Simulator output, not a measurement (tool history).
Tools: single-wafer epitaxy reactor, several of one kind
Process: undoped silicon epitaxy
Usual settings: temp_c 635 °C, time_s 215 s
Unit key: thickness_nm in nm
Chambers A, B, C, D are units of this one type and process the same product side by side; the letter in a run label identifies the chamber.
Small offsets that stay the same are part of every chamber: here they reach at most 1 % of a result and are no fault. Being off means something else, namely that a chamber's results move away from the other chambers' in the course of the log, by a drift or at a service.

| run | hour | temp_c | time_s | hours since the last pyrometer calibration | read-back reference wafer on the same gauge, thickness_nm | thickness_nm |
|---|---|---|---|---|---|---|
| 1B | 10.1 | 635 | 215 | 142.0 | 25.891 | 25.867 |
| 2C | 17.6 | 635 | 215 | 1579.7 | 25.892 | 25.975 |
| 3D | 26.9 | 635 | 215 | 1752.8 | 25.880 | 25.932 |
| 4A | 32.3 | 635 | 215 | 671.1 | 25.868 | 25.671 |
| 5A | 40.0 | 626 | 239 | 678.8 | 25.869 | 23.360 |
| 6C | 46.1 | 626 | 239 | 1608.2 | 25.870 | 23.517 |
| 7B | 51.4 | 626 | 239 | 183.3 | 25.870 | 23.465 |
| 8D | 59.0 | 626 | 239 | 1784.9 | 25.863 | 23.471 |
| 9C | 69.1 | 635 | 215 | 1631.2 | 25.852 | 25.992 |
| 10A | 79.0 | 635 | 215 | 717.8 | 25.846 | 25.683 |
| 11D | 83.7 | 635 | 215 | 1809.6 | 25.850 | 25.849 |
| 12B | 89.0 | 643 | 215 | 220.9 | 25.837 | 30.783 |
| 13B | 98.8 | 643 | 215 | 230.7 | 25.839 | 30.839 |
| 14A | 108.9 | 643 | 215 | 747.7 | 25.829 | 30.581 |
| 15C | 113.9 | 643 | 215 | 1676.0 | 25.830 | 30.917 |
| 16D | 120.6 | 635 | 215 | 1846.5 | 25.824 | 25.862 |
| 17B | 128.4 | 635 | 240 | 260.3 | 25.819 | 28.730 |
| 18D | 135.2 | 635 | 240 | 1861.1 | 25.809 | 28.891 |
| 19C | 141.4 | 635 | 240 | 1703.5 | 25.810 | 28.993 |
| 20A | 147.4 | 635 | 240 | 786.2 | 25.798 | 28.550 |
| 21C | 155.9 | 625 | 187 | 1718.0 | 25.799 | 17.953 |
| 22B | 166.1 | 625 | 187 | 298.0 | 25.795 | 17.926 |
| 23D | 173.1 | 625 | 187 | 1899.0 | 25.793 | 17.909 |
| 24A | 181.2 | 625 | 187 | 820.0 | 25.784 | 17.792 |
| 25C | 187.3 | 626 | 188 | 1749.4 | 25.787 | 18.446 |
| 26A | 195.5 | 626 | 188 | 834.3 | 25.775 | 18.331 |
| 27B | 202.7 | 626 | 188 | 334.6 | 25.775 | 18.448 |

Is one chamber out of step, is the gauge drifting, or do the chambers differ by no more than their own small offsets? For an off chamber, give its letter and the likeliest cause.

It is the gauge, not a chamber: its drift shows up in every chamber's results at once, and no chamber is off.
Likeliest cause: gauge reads low (%) = 0.516.
